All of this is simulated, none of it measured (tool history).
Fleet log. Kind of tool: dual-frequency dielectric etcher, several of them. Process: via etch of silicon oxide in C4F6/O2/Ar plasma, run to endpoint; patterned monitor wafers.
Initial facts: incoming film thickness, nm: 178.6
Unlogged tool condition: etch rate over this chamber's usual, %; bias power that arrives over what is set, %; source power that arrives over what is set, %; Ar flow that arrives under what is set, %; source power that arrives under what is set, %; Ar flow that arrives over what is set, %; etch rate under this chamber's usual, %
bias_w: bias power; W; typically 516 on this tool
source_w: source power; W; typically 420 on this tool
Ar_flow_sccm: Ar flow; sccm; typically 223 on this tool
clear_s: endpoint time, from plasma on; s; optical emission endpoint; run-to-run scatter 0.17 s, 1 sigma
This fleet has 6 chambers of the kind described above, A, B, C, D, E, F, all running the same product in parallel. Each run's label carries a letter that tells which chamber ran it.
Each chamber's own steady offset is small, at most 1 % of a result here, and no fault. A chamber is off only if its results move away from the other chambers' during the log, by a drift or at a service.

run	hour	bias_w	source_w	Ar_flow_sccm	hours since the last wet clean	hours since the last bias power generator calibration	hours since the last source power generator calibration	hours since the last Ar flow controller change	clear_s
1B	14.7	516	420	223	170.6	569.7	1325.6	2301.5	37.372
# hour 16.1: chamber E: wet clean of the chamber
2F	31	516	420	223	211.7	1451.3	2469.9	3847.7	37.026
3E	39.4	516	420	223	23.4	2670.5	3014.4	537.9	37.006
4D	52.3	516	420	223	82	887.6	1960.9	357.7	36.946
5C	63	516	420	223	672.5	567.6	173.4	2424.3	36.428
6A	74	516	420	223	150	1965.3	3724.3	2067.1	36.953
7D	88.2	516	330	267	117.9	923.5	1996.8	393.6	41.147
8F	101	516	330	267	281.7	1521.3	2539.9	3917.7	41.362
# hour 105.5: chamber C: wet clean of the chamber
9A	114.4	516	330	267	190.4	2005.7	3764.7	2107.5	41.643
10B	121.7	516	330	267	277.6	676.7	1432.6	2408.5	41.926
11C	136.2	516	330	267	30.8	640.8	246.6	2497.5	40.831
12E	148	516	330	267	132	2779.1	3123	646.5	41.255
13E	158.4	573	420	184	142.4	2789.5	3133.4	656.9	34.896
# hour 170.7: chamber B: wet clean of the chamber
14B	171.3	573	420	184	0.6	726.3	1482.2	2458.1	35.117
15F	186.4	573	420	184	367.1	1606.7	2625.3	4003.1	34.67
16A	199.7	573	420	184	275.7	2091	3850	2192.8	34.82
17D	209	573	420	184	238.7	1044.3	2117.6	514.4	34.851
18C	225	573	420	184	119.6	729.6	335.4	2586.3	34.348
19E	236.7	516	420	223	220.7	2867.8	3211.7	735.2	36.902
# hour 241.3: chamber F: Ar flow controller replaced
20C	248.2	516	420	223	142.8	752.8	358.6	2609.5	36.414
21B	260	516	420	223	89.3	815	1570.9	2546.8	37.165
22F	270.3	516	420	223	451	1690.6	2709.2	29	36.643
23A	277.8	516	420	223	353.8	2169.1	3928.1	2270.9	36.921
24D	287.7	568	330	223	317.4	1123	2196.3	593.1	39.078
25B	302	568	330	223	131.3	857	1612.9	2588.8	39.338
26C	309.7	568	330	223	204.3	814.3	420.1	2671	38.221
27F	324.2	568	330	223	504.9	1744.5	2763.1	82.9	38.566
# hour 333.8: chamber A: source power generator calibrated
28D	339.1	568	330	223	368.8	1174.4	2247.7	644.5	38.952
29A	346.4	568	330	223	422.4	2237.7	12.6	2339.5	38.904
30E	354.9	565	420	223	338.9	2986	3329.9	853.4	35.737
31C	365.1	565	420	223	259.7	869.7	475.5	2726.4	35.363
32B	374.6	565	420	223	203.9	929.6	1685.5	2661.4	35.695
33A	383.9	565	420	223	459.9	2275.2	50.1	2377	35.814
# hour 388.3: chamber A: wet clean of the chamber
# hour 395.3: chamber E: bias power generator calibrated
# hour 395.4: chamber E: wet clean of the chamber
34D	400.1	565	420	223	429.8	1235.4	2308.7	705.5	35.993
35E	414	565	420	223	18.7	18.8	3389	912.5	35.777
36F	424.9	516	490	223	605.6	1845.2	2863.8	183.6	33.786
37A	435	516	490	223	46.8	2326.3	101.2	2428.1	35.033

For the next run the whole fleet of 6 chambers uses the same settings. Give each chamber's results:
38A	446.6	516	420	223					?
38B	446.6	516	420	223					?
38C	446.6	516	420	223					?
38D	446.6	516	420	223					?
38E	446.6	516	420	223					?
38F	446.6	516	420	223					?

run	clear_s
38A	36.799
38B	37.302
38C	36.505
38D	37.165
38E	37.174
38F	35.39

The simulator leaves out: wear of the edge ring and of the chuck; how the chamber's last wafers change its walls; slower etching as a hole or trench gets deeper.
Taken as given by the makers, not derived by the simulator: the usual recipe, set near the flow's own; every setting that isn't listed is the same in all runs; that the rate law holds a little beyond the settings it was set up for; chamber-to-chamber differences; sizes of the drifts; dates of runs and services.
